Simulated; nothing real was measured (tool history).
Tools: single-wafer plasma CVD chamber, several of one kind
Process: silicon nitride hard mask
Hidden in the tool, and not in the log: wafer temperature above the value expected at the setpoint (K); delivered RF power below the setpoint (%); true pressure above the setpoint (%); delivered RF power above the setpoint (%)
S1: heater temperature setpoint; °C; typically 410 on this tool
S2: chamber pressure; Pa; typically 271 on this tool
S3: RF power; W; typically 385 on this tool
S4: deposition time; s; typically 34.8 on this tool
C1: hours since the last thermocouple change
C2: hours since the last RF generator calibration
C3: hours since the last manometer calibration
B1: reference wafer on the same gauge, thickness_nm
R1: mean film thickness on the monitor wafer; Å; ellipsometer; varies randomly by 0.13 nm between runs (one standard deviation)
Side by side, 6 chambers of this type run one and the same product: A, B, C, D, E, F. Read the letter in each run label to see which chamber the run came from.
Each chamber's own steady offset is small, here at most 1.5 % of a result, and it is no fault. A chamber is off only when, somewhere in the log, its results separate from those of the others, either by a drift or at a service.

run,hour,S1,S2,S3,S4,C1,C2,C3,B1,R1
# hour 8.4: chamber F: thermocouple changed; heater temperature recalibrated
1D,14.4,410,271,385,34.8,56.7,906,711.6,45.098,504.15
2C,27,410,271,385,34.8,1469.5,622.7,3040.6,45.078,499.16
3A,38.7,410,271,385,34.8,1899.1,1146.3,308.9,45.107,498.17
# hour 43.7: chamber A: thermocouple changed; heater temperature recalibrated
4E,54.1,410,271,385,34.8,1501.7,362.9,370.6,45.069,504.2
5F,67.8,410,271,385,34.8,59.4,1601.6,999.3,45.062,505.06
6B,78.4,410,271,385,34.8,1550.9,1053.2,1625.8,45.109,506.23
# hour 78.7: chamber A: RF generator calibrated
7C,90.5,410,271,385,34.8,1533,686.2,3104.1,45.106,497.39
8D,106.7,410,271,385,34.8,149,998.3,803.9,45.091,502.56
9A,117.8,410,291,415,34.8,74.2,39.1,388,45.101,534.69
10F,134,410,291,415,34.8,125.6,1667.8,1065.5,45.116,538.06
11B,143.9,410,291,415,34.8,1616.4,1118.7,1691.3,45.125,536.82
12E,154.8,410,291,415,34.8,1602.4,463.6,471.3,45.089,538.35
13A,162.7,410,291,415,34.8,119.1,84,432.9,45.087,532.21
14F,170.2,410,291,415,34.8,161.8,1704,1101.7,45.081,538.01
15B,181,410,271,385,34.8,1653.5,1155.8,1728.4,45.096,503.43
16C,193.2,410,271,385,34.8,1635.7,788.9,3206.8,45.11,494.13
# hour 200.3: chamber B: thermocouple changed; heater temperature recalibrated
17E,200.6,410,271,385,34.8,1648.2,509.4,517.1,45.1,505.77
18D,211.9,410,271,385,34.8,254.2,1103.5,909.1,45.079,501.89
19F,226.3,405,271,385,34.8,217.9,1760.1,1157.8,45.086,506.59
20A,237.3,405,271,385,34.8,193.7,158.6,507.5,45.075,501.11
21C,246,405,271,385,34.8,1688.5,841.7,3259.6,45.111,497.66
# hour 249.8: chamber D: capacitance manometer re-zeroed and calibrated
22E,256.1,405,271,385,34.8,1703.7,564.9,572.6,45.096,504.21
# hour 258.8: chamber C: capacitance manometer re-zeroed and calibrated
23B,265.2,405,271,385,34.8,64.9,1240,1812.6,45.106,505.83
24D,272.7,405,271,385,34.8,315,1164.3,22.9,45.102,504.14
25F,289.2,410,271,385,34.8,280.8,1823,1220.7,45.082,507.1
26B,298.3,410,271,385,34.8,98,1273.1,1845.7,45.121,505.38
# hour 308: chamber F: capacitance manometer re-zeroed and calibrated
27A,314,410,271,385,34.8,270.4,235.3,584.2,45.081,497.83
28D,323.3,410,271,385,34.8,365.6,1214.9,73.5,45.075,500.61
29E,335.9,410,271,385,34.8,1783.5,644.7,652.4,45.061,502.21
# hour 336.7: chamber E: thermocouple changed; heater temperature recalibrated
30C,348.5,410,271,385,34.8,1791,944.2,89.7,45.099,496.27
31D,362.8,410,271,385,34.8,405.1,1254.4,113,45.092,502.82
32E,374.7,410,271,385,34.8,38.1,683.5,691.2,45.108,502.88
33A,388.3,410,271,385,34.8,344.7,309.6,658.5,45.09,502.03
34F,396.8,410,271,385,34.8,388.4,1930.6,88.9,45.124,505.86
35C,412.4,410,271,385,34.8,1854.9,1008.1,153.6,45.112,495.49
36B,425.6,410,271,385,34.8,225.3,1400.4,1973,45.098,504.14

For the next run the whole fleet of 6 chambers uses the same settings. Give each chamber's results:
37A,437.5,410,271,385,40.3,,,,,?
37B,437.5,410,271,385,40.3,,,,,?
37C,437.5,410,271,385,40.3,,,,,?
37D,437.5,410,271,385,40.3,,,,,?
37E,437.5,410,271,385,40.3,,,,,?
37F,437.5,410,271,385,40.3,,,,,?

run,R1
37A,578.66
37B,586.58
37C,574.83
37D,578.97
37E,582.06
37F,584.57

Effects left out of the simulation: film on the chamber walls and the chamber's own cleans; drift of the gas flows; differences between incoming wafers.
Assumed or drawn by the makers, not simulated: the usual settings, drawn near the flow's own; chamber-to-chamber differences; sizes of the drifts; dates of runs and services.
